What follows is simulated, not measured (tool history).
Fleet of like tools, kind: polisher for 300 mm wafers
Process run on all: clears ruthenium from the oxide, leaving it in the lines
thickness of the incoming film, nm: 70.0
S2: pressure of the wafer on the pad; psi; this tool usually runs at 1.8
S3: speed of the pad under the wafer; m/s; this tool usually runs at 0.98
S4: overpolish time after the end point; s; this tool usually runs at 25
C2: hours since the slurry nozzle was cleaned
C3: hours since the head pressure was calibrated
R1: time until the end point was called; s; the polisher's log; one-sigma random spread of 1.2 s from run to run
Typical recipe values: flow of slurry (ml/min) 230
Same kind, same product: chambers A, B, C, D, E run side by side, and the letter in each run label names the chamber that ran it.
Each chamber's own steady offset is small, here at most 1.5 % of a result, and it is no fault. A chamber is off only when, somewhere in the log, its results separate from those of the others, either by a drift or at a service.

{"hour": 4.7, "done": "chamber D: worn pad replaced by a new one"}
{"run": "1C", "hour": 12.7, "flow of slurry (ml/min)": 230, "S2": 1.8, "S3": 0.98, "S4": 25, "wafers polished on this pad": 385, "C2": 180.7, "C3": 757.5, "R1": 86.64}
{"hour": 18.2, "done": "chamber A: worn pad replaced by a new one"}
{"hour": 19.6, "done": "chamber B: worn pad replaced by a new one"}
{"run": "2A", "hour": 26.7, "flow of slurry (ml/min)": 230, "S2": 1.8, "S3": 0.98, "S4": 25, "wafers polished on this pad": 51, "C2": 134.1, "C3": 107.8, "R1": 87.027}
{"run": "3B", "hour": 39.6, "flow of slurry (ml/min)": 230, "S2": 1.8, "S3": 0.98, "S4": 25, "wafers polished on this pad": 122, "C2": 225.2, "C3": 122, "R1": 89.969}
{"run": "4D", "hour": 50.3, "flow of slurry (ml/min)": 230, "S2": 1.8, "S3": 0.98, "S4": 25, "wafers polished on this pad": 278, "C2": 207.7, "C3": 1091.6, "R1": 87.783}
{"run": "5E", "hour": 59.8, "flow of slurry (ml/min)": 230, "S2": 1.8, "S3": 0.98, "S4": 25, "wafers polished on this pad": 1356, "C2": 336, "C3": 221.4, "R1": 86.554}
{"run": "6B", "hour": 68.5, "flow of slurry (ml/min)": 230, "S2": 1.8, "S3": 0.98, "S4": 25, "wafers polished on this pad": 298, "C2": 254.1, "C3": 150.9, "R1": 87.978}
{"hour": 74.4, "done": "chamber C: slurry nozzle cleaned"}
{"run": "7E", "hour": 81.3, "flow of slurry (ml/min)": 230, "S2": 1.8, "S3": 0.98, "S4": 25, "wafers polished on this pad": 1487, "C2": 357.5, "C3": 242.9, "R1": 86.882}
{"hour": 85.8, "done": "chamber E: worn pad replaced by a new one"}
{"run": "8A", "hour": 94.0, "flow of slurry (ml/min)": 230, "S2": 1.8, "S3": 0.98, "S4": 25, "wafers polished on this pad": 462, "C2": 201.4, "C3": 175.1, "R1": 88.208}
{"run": "9C", "hour": 104.1, "flow of slurry (ml/min)": 230, "S2": 1.8, "S3": 0.98, "S4": 25, "wafers polished on this pad": 943, "C2": 29.8, "C3": 848.9, "R1": 86.444}
{"run": "10D", "hour": 117.0, "flow of slurry (ml/min)": 230, "S2": 1.8, "S3": 0.98, "S4": 25, "wafers polished on this pad": 684, "C2": 274.4, "C3": 1158.3, "R1": 90.635}
{"run": "11E", "hour": 129.6, "flow of slurry (ml/min)": 230, "S2": 1.8, "S3": 0.98, "S4": 25, "wafers polished on this pad": 267, "C2": 405.8, "C3": 291.2, "R1": 85.878}
{"hour": 136.2, "done": "chamber A: worn pad replaced by a new one"}
{"hour": 137.7, "done": "chamber C: worn pad replaced by a new one"}
{"run": "12A", "hour": 143.1, "flow of slurry (ml/min)": 230, "S2": 1.8, "S3": 0.98, "S4": 25, "wafers polished on this pad": 42, "C2": 250.5, "C3": 224.2, "R1": 89.102}
{"run": "13B", "hour": 151.9, "flow of slurry (ml/min)": 285, "S2": 1.4, "S3": 0.98, "S4": 25, "wafers polished on this pad": 807, "C2": 337.5, "C3": 234.3, "R1": 112.14}
{"hour": 159.6, "done": "chamber B: worn pad replaced by a new one"}
{"run": "14C", "hour": 162.4, "flow of slurry (ml/min)": 285, "S2": 1.4, "S3": 0.98, "S4": 25, "wafers polished on this pad": 151, "C2": 88.1, "C3": 907.2, "R1": 110.28}
{"run": "15D", "hour": 175.6, "flow of slurry (ml/min)": 285, "S2": 1.4, "S3": 0.98, "S4": 25, "wafers polished on this pad": 1042, "C2": 333, "C3": 1216.9, "R1": 109.18}
{"run": "16C", "hour": 183.2, "flow of slurry (ml/min)": 285, "S2": 1.4, "S3": 0.98, "S4": 25, "wafers polished on this pad": 277, "C2": 108.9, "C3": 928, "R1": 108.83}
{"run": "17E", "hour": 192.7, "flow of slurry (ml/min)": 285, "S2": 1.4, "S3": 0.98, "S4": 25, "wafers polished on this pad": 652, "C2": 468.9, "C3": 354.3, "R1": 112.56}
{"run": "18A", "hour": 204.3, "flow of slurry (ml/min)": 260, "S2": 1.8, "S3": 0.98, "S4": 32, "wafers polished on this pad": 415, "C2": 311.7, "C3": 285.4, "R1": 85.654}
{"run": "19D", "hour": 218.5, "flow of slurry (ml/min)": 260, "S2": 1.8, "S3": 0.98, "S4": 32, "wafers polished on this pad": 1304, "C2": 375.9, "C3": 1259.8, "R1": 86.18}
{"run": "20B", "hour": 225.5, "flow of slurry (ml/min)": 260, "S2": 1.8, "S3": 0.98, "S4": 32, "wafers polished on this pad": 402, "C2": 411.1, "C3": 307.9, "R1": 91.639}
{"run": "21E", "hour": 237.2, "flow of slurry (ml/min)": 260, "S2": 1.8, "S3": 0.98, "S4": 32, "wafers polished on this pad": 923, "C2": 513.4, "C3": 398.8, "R1": 88.081}
{"run": "22C", "hour": 243.8, "flow of slurry (ml/min)": 260, "S2": 1.8, "S3": 0.98, "S4": 32, "wafers polished on this pad": 647, "C2": 169.5, "C3": 988.6, "R1": 86.478}
{"run": "23B", "hour": 258.1, "flow of slurry (ml/min)": 230, "S2": 1.8, "S3": 0.98, "S4": 25, "wafers polished on this pad": 601, "C2": 443.7, "C3": 340.5, "R1": 94.322}
{"hour": 259.0, "done": "chamber A: slurry nozzle cleaned"}
{"hour": 263.9, "done": "chamber D: worn pad replaced by a new one"}
{"hour": 268.5, "done": "chamber A: worn pad replaced by a new one"}
{"run": "24A", "hour": 270.9, "flow of slurry (ml/min)": 230, "S2": 1.8, "S3": 0.98, "S4": 25, "wafers polished on this pad": 14, "C2": 12, "C3": 352, "R1": 86.136}
{"hour": 279.4, "done": "chamber B: worn pad replaced by a new one"}
{"run": "25D", "hour": 284.4, "flow of slurry (ml/min)": 230, "S2": 1.8, "S3": 0.98, "S4": 25, "wafers polished on this pad": 125, "C2": 441.8, "C3": 1325.7, "R1": 87.426}
{"hour": 291.0, "done": "chamber E: slurry nozzle cleaned"}
{"run": "26B", "hour": 296.9, "flow of slurry (ml/min)": 230, "S2": 1.8, "S3": 0.98, "S4": 25, "wafers polished on this pad": 106, "C2": 482.5, "C3": 379.3, "R1": 92.85}
{"hour": 298.1, "done": "chamber C: slurry nozzle cleaned"}
{"run": "27C", "hour": 303.3, "flow of slurry (ml/min)": 230, "S2": 1.8, "S3": 0.98, "S4": 25, "wafers polished on this pad": 1010, "C2": 5.3, "C3": 1048.1, "R1": 86.116}
{"run": "28A", "hour": 313.0, "flow of slurry (ml/min)": 230, "S2": 1.8, "S3": 0.98, "S4": 25, "wafers polished on this pad": 271, "C2": 54.1, "C3": 394.1, "R1": 89.513}
{"hour": 315.3, "done": "chamber E: worn pad replaced by a new one"}
{"run": "29D", "hour": 326.7, "flow of slurry (ml/min)": 230, "S2": 1.8, "S3": 0.98, "S4": 25, "wafers polished on this pad": 383, "C2": 484.1, "C3": 1368, "R1": 87.549}
{"run": "30E", "hour": 335.4, "flow of slurry (ml/min)": 230, "S2": 1.8, "S3": 0.98, "S4": 25, "wafers polished on this pad": 123, "C2": 44.4, "C3": 497, "R1": 88.674}
{"hour": 342.6, "done": "chamber C: worn pad replaced by a new one"}
{"hour": 342.6, "done": "chamber E: head pressure recalibrated"}
{"run": "31C", "hour": 345.5, "flow of slurry (ml/min)": 230, "S2": 1.8, "S3": 0.98, "S4": 25, "wafers polished on this pad": 17, "C2": 47.5, "C3": 1090.3, "R1": 88.594}
{"hour": 346.5, "done": "chamber D: head pressure recalibrated"}
{"run": "32A", "hour": 353.0, "flow of slurry (ml/min)": 230, "S2": 1.8, "S3": 0.98, "S4": 25, "wafers polished on this pad": 515, "C2": 94.1, "C3": 434.1, "R1": 87.006}
{"run": "33E", "hour": 366.5, "flow of slurry (ml/min)": 230, "S2": 1.8, "S3": 0.98, "S4": 25, "wafers polished on this pad": 312, "C2": 75.5, "C3": 23.9, "R1": 86.479}
{"run": "34B", "hour": 375.4, "flow of slurry (ml/min)": 230, "S2": 1.8, "S3": 0.98, "S4": 25, "wafers polished on this pad": 585, "C2": 561, "C3": 457.8, "R1": 97.657}
{"run": "35D", "hour": 383.3, "flow of slurry (ml/min)": 230, "S2": 1.8, "S3": 0.98, "S4": 25, "wafers polished on this pad": 728, "C2": 540.7, "C3": 36.8, "R1": 88.878}
{"run": "36C", "hour": 391.8, "flow of slurry (ml/min)": 230, "S2": 1.8, "S3": 0.98, "S4": 25, "wafers polished on this pad": 300, "C2": 93.8, "C3": 1136.6, "R1": 85.086}

One chamber off, gauge drift, or nothing amiss beyond the chambers' own small offsets? If it is a chamber, which one, and what is the likeliest cause?

One chamber, B, drifts off from the rest bit by bit.
Likeliest cause: head's pressure below its setpoint, % = 12.1.

Chamber B could run next with any of the 4 candidate recipes listed below; each alters the usual settings, and their results appear as question marks. Which one brings its results back in line with what the other chambers deliver on the usual settings?
In line here means within this much of the mean the other chambers give on the usual settings: R1 4.4 s
{"run": "37B-1", "hour": 402.4, "flow of slurry (ml/min)": 230, "S2": 1.9, "S3": 1.06, "S4": 25, "R1": "?"}
{"run": "37B-2", "hour": 402.4, "flow of slurry (ml/min)": 230, "S2": 1.7, "S3": 0.92, "S4": 25, "R1": "?"}
{"run": "37B-3", "hour": 402.4, "flow of slurry (ml/min)": 225, "S2": 1.6, "S3": 0.84, "S4": 25, "R1": "?"}
{"run": "37B-4", "hour": 402.4, "flow of slurry (ml/min)": 235, "S2": 2, "S3": 1.14, "S4": 25, "R1": "?"}

The mean the other chambers reach with the usual settings: R1 87.662 s
run=37B-1 R1=88.555
run=37B-2 R1=114.12
run=37B-3 R1=133.24
run=37B-4 R1=78.001
37B-1 puts the chamber back in line with the other chambers.
